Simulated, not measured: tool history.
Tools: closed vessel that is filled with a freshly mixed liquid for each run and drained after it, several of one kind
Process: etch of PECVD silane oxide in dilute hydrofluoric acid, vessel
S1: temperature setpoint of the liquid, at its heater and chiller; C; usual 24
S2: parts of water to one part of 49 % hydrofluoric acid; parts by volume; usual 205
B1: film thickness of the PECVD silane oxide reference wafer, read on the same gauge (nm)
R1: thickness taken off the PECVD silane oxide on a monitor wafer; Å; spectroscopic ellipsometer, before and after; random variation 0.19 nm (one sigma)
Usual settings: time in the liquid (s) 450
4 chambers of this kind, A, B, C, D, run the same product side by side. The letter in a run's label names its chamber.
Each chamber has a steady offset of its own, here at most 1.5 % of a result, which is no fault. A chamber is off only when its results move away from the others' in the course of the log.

run 1A hour=16 | S1=24 S2=205 time_in_the_liquid_(s)=450 | B1=80.003 | R1=294.67
run 2C hour=23.6 | S1=24 S2=205 time_in_the_liquid_(s)=450 | B1=79.985 | R1=290.17
run 3B hour=38.3 | S1=24 S2=205 time_in_the_liquid_(s)=450 | B1=79.99 | R1=292.34
run 4D hour=51.3 | S1=24 S2=205 time_in_the_liquid_(s)=450 | B1=80.012 | R1=292.12
run 5D hour=65.1 | S1=24 S2=205 time_in_the_liquid_(s)=450 | B1=80.014 | R1=293.4
run 6A hour=78 | S1=24 S2=205 time_in_the_liquid_(s)=450 | B1=80.008 | R1=292.74
run 7B hour=87.9 | S1=24 S2=205 time_in_the_liquid_(s)=450 | B1=80.036 | R1=294.52
run 8C hour=95.9 | S1=24 S2=205 time_in_the_liquid_(s)=450 | B1=80.009 | R1=291.9
run 9C hour=107.1 | S1=24 S2=205 time_in_the_liquid_(s)=450 | B1=79.969 | R1=288.9
run 10B hour=117.7 | S1=24 S2=205 time_in_the_liquid_(s)=450 | B1=79.996 | R1=294.2
run 11D hour=133.3 | S1=24 S2=205 time_in_the_liquid_(s)=450 | B1=80.001 | R1=295.42
run 12A hour=146.9 | S1=24 S2=205 time_in_the_liquid_(s)=450 | B1=79.984 | R1=294.71
run 13D hour=159.6 | S1=24 S2=205 time_in_the_liquid_(s)=450 | B1=79.985 | R1=295.13
run 14A hour=167.2 | S1=24 S2=205 time_in_the_liquid_(s)=450 | B1=79.986 | R1=293.35
run 15B hour=174.8 | S1=24 S2=205 time_in_the_liquid_(s)=450 | B1=79.999 | R1=297.89
run 16C hour=183.9 | S1=24 S2=205 time_in_the_liquid_(s)=450 | B1=79.972 | R1=288.38
run 17D hour=199.9 | S1=24 S2=205 time_in_the_liquid_(s)=450 | B1=80.028 | R1=292.64
run 18C hour=208.1 | S1=24 S2=205 time_in_the_liquid_(s)=450 | B1=79.987 | R1=290.79
run 19B hour=221.5 | S1=24 S2=205 time_in_the_liquid_(s)=450 | B1=80.001 | R1=298.98
run 20A hour=236.5 | S1=24 S2=205 time_in_the_liquid_(s)=450 | B1=79.99 | R1=297.5
run 21B hour=247.2 | S1=24 S2=205 time_in_the_liquid_(s)=450 | B1=79.979 | R1=301.02
run 22A hour=260.9 | S1=20.5 S2=205 time_in_the_liquid_(s)=450 | B1=79.999 | R1=256.38
run 23C hour=271 | S1=20.5 S2=205 time_in_the_liquid_(s)=450 | B1=79.992 | R1=254.76
run 24D hour=284.2 | S1=20.5 S2=205 time_in_the_liquid_(s)=450 | B1=80.037 | R1=257.09
run 25A hour=297.8 | S1=20.5 S2=205 time_in_the_liquid_(s)=450 | B1=79.986 | R1=259.62
run 26B hour=313.9 | S1=24 S2=205 time_in_the_liquid_(s)=450 | B1=80.022 | R1=308.02
run 27D hour=328.7 | S1=24 S2=205 time_in_the_liquid_(s)=450 | B1=79.989 | R1=297.19

What goes on in this fleet: one chamber off, a drifting gauge, or nothing beyond the chambers' own small offsets? Name the chamber and the cause, if any.

Chamber B drifts away from the others.
Cause: hydrofluoric acid flow above the setpoint (%) = 3.94.
The log may not tell that from: liquid hotter than its thermometer reads (K).

Here are 4 candidates for chamber B's next run, each the usual settings with a change, their results left as question marks. Which one brings its results back in line with what the others give on the usual settings?
In line means no further than this from the other chambers' mean on the usual settings: R1 6.6 Å
run 28B-1 hour=340.4 | S1=23 S2=205 time_in_the_liquid_(s)=450 | R1=?
run 28B-2 hour=340.4 | S1=24 S2=200 time_in_the_liquid_(s)=460 | R1=?
run 28B-3 hour=340.4 | S1=26.5 S2=205 time_in_the_liquid_(s)=450 | R1=?
run 28B-4 hour=340.4 | S1=24 S2=220 time_in_the_liquid_(s)=450 | R1=?

The other chambers' mean on the usual settings: R1 293.66 Å
run=28B-1 R1=294.74
run=28B-2 R1=321.93
run=28B-3 R1=334.68
run=28B-4 R1=280.93
28B-1 brings the chamber back in line.
